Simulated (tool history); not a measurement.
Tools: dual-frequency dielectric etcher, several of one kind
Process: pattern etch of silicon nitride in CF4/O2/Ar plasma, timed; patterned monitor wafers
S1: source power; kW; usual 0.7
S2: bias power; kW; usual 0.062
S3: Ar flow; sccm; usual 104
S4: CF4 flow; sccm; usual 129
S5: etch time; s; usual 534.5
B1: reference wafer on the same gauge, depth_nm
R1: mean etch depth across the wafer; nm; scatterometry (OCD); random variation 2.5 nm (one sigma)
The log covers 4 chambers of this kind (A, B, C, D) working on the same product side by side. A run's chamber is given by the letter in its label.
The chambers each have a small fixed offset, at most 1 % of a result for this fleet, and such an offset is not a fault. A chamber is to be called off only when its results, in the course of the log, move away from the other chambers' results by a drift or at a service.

run   hour   S1     S2   S3   S4     S5      B1      R1
 1D    8.3  0.7  0.062  104  129  534.5  1549.9    1510
 2C   23.2  0.7  0.062  104  129  534.5  1549.4  1512.2
 3B   38.5  0.7  0.062  104  129  534.5  1548.6  1507.7
 4A   53.8  0.7  0.062  104  129  534.5  1549.1  1492.5
 5B   65.7  0.7  0.062  104  129  534.5  1548.5    1513
 6D   72.8  0.7  0.047  104  129  676.5  1548.4  1729.3
 7C   84.6  0.7  0.047  104  129  676.5  1547.3  1728.4
      91.5  -- chamber B: bias power generator calibrated
 8A     99  0.7  0.047  104  129  676.5  1547.1  1713.2
     107.8  -- chamber A: wet clean of the chamber
 9C  108.5  0.7  0.047  104  129  676.5  1547.4  1730.3
     119.5  -- chamber B: wet clean of the chamber
10B  123.4  0.7  0.062  104  129  534.5  1547.1  1511.6
11D    133  0.7  0.062  104  129  534.5  1546.1  1509.3
12A  143.2  0.7  0.062  104  129  534.5    1546  1487.5
13C  157.8  0.7  0.062  104  129  534.5  1546.4  1504.5
14D  165.3  0.7  0.062  104  129  534.5  1546.2  1506.2
15A  174.6  0.7  0.062  104  129  534.5  1546.2  1493.1
16B  188.1  0.7  0.062  104  129  534.5  1544.8  1509.2
17C    196  0.7  0.062  104  129  534.5  1544.6  1507.9
18B  205.6  0.7  0.062  104  129  534.5  1544.8  1509.1
19A  218.5  0.7  0.062  104  129    460  1544.1  1283.9
20D  234.5  0.7  0.062  104  129    460  1543.5  1294.3
21A  245.2  0.7  0.062  104  129    460  1543.3    1283
     245.8  -- chamber C: wet clean of the chamber
22D  256.1  0.7  0.062  104  129    460    1543  1296.7
23C  267.8  0.7  0.062  104  129  534.5  1542.8    1503
     272.2  -- chamber B: Ar flow controller replaced
24B  277.7  0.7  0.062  104  129  534.5  1542.6  1505.6
25D  293.2  0.7  0.062  104  129  534.5  1542.2    1503
26A    303  0.7  0.062  104  129  534.5  1542.6  1488.5
27C  315.8  0.7  0.062  104  129  534.5    1542    1503
28B  330.6  0.7  0.062  104  129  534.5  1541.5  1505.7
29C  346.3  0.7  0.062  104  129  534.5  1540.4  1500.8
30B    362  0.7  0.062  104  129    637  1541.5  1792.8
     372.6  -- chamber A: Ar flow controller replaced
31A  374.2  0.7  0.062  104  129    637  1540.3  1775.9
     379.1  -- chamber C: source power generator calibrated
32D  387.8  0.7  0.062  104  129    637  1540.2  1791.7
33C  396.4  0.7  0.062  104  129    637    1540  1789.6

Next, all 4 chambers run the settings below, one line each with question marks for the results. What does each chamber give?
34A  407.9  0.7  0.067  104  129  534.5       ?
34B  407.9  0.7  0.067  104  129  534.5       ?
34C  407.9  0.7  0.067  104  129  534.5       ?
34D  407.9  0.7  0.067  104  129  534.5       ?

run      R1
34A  1527.3
34B  1548.8
34C  1545.6
34D  1543.8

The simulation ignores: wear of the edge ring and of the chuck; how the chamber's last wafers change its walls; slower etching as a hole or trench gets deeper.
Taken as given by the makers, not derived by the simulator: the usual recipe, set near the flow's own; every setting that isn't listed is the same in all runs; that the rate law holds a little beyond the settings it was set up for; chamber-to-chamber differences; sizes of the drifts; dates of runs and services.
